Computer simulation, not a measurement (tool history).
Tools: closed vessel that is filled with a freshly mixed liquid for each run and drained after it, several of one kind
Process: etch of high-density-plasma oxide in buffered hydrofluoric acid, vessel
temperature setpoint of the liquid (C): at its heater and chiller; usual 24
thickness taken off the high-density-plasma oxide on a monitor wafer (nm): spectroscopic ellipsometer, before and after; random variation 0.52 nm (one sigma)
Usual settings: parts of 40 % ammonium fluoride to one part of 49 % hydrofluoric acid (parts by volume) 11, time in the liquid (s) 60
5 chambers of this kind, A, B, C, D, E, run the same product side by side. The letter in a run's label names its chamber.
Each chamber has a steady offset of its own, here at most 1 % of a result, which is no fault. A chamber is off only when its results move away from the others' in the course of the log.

run,hour,temperature setpoint of the liquid (C),parts of 40 % ammonium fluoride to one part of 49 % hydrofluoric acid (parts by volume),time in the liquid (s),"read-back film thickness of the high-density-plasma oxide reference wafer, read on the same gauge (nm)",thickness taken off the high-density-plasma oxide on a monitor wafer (nm)
1A,6,24,11,60,49.999,70.949
2C,9.1,24,11,60,50.006,71.568
3B,13.4,24,11,60,50.011,71.662
4D,19.7,24,11,60,50,71.458
5E,24.2,27,12.5,60,50.009,75.282
6D,27.3,27,12.5,60,49.989,73.751
7B,33.4,27,12.5,60,50.006,74.351
8C,36.7,27,12.5,60,50.035,73.81
9A,40.3,27,12.5,60,50.005,73.545
10E,45.7,19,11,35,49.966,32.356
11C,50.5,19,11,35,49.99,31.568
12B,55.6,19,11,35,50.026,31.669
13D,59.1,19,11,35,49.995,31.836
14E,64.6,19,11,35,49.998,31.998
15A,68.7,24,11,60,49.978,71.669
16B,72.8,24,11,60,50.012,71.723
17C,76.2,24,11,60,49.981,72.177
# hour 77.3: chamber A: hydrofluoric acid flow meter replaced
18D,79.8,24,11,60,50.002,72.014
19E,82.8,24,11,60,50.002,70.91
20A,86,24,11,60,50.027,71.995
21B,89.1,24,11,60,49.983,71.566
22E,93.6,24,11,60,50.029,73.075
23D,97.6,24,11,60,49.977,71.522
24A,104.3,24,11,60,49.992,71.554
25C,108.4,24,11,40,50.005,47.639
26B,114.7,24,11,40,49.983,47.454
27A,118.4,24,11,40,49.987,48.047
28E,123.2,24,11,40,50.018,47.743
29D,129.3,24,11,40,49.992,47.574
30C,133.2,24,14,60,49.974,55.847
# hour 135: chamber B: hydrofluoric acid flow meter replaced
31C,137.2,24,14,60,50.021,56.955
32A,142.1,24,14,60,50.033,56.649
33B,147.5,24,14,60,50,56.734

What goes on in this fleet: one chamber off, a drifting gauge, or nothing beyond the chambers' own small offsets? Name the chamber and the cause, if any.

No chamber stands off beyond its own small offset, and the gauge holds steady.
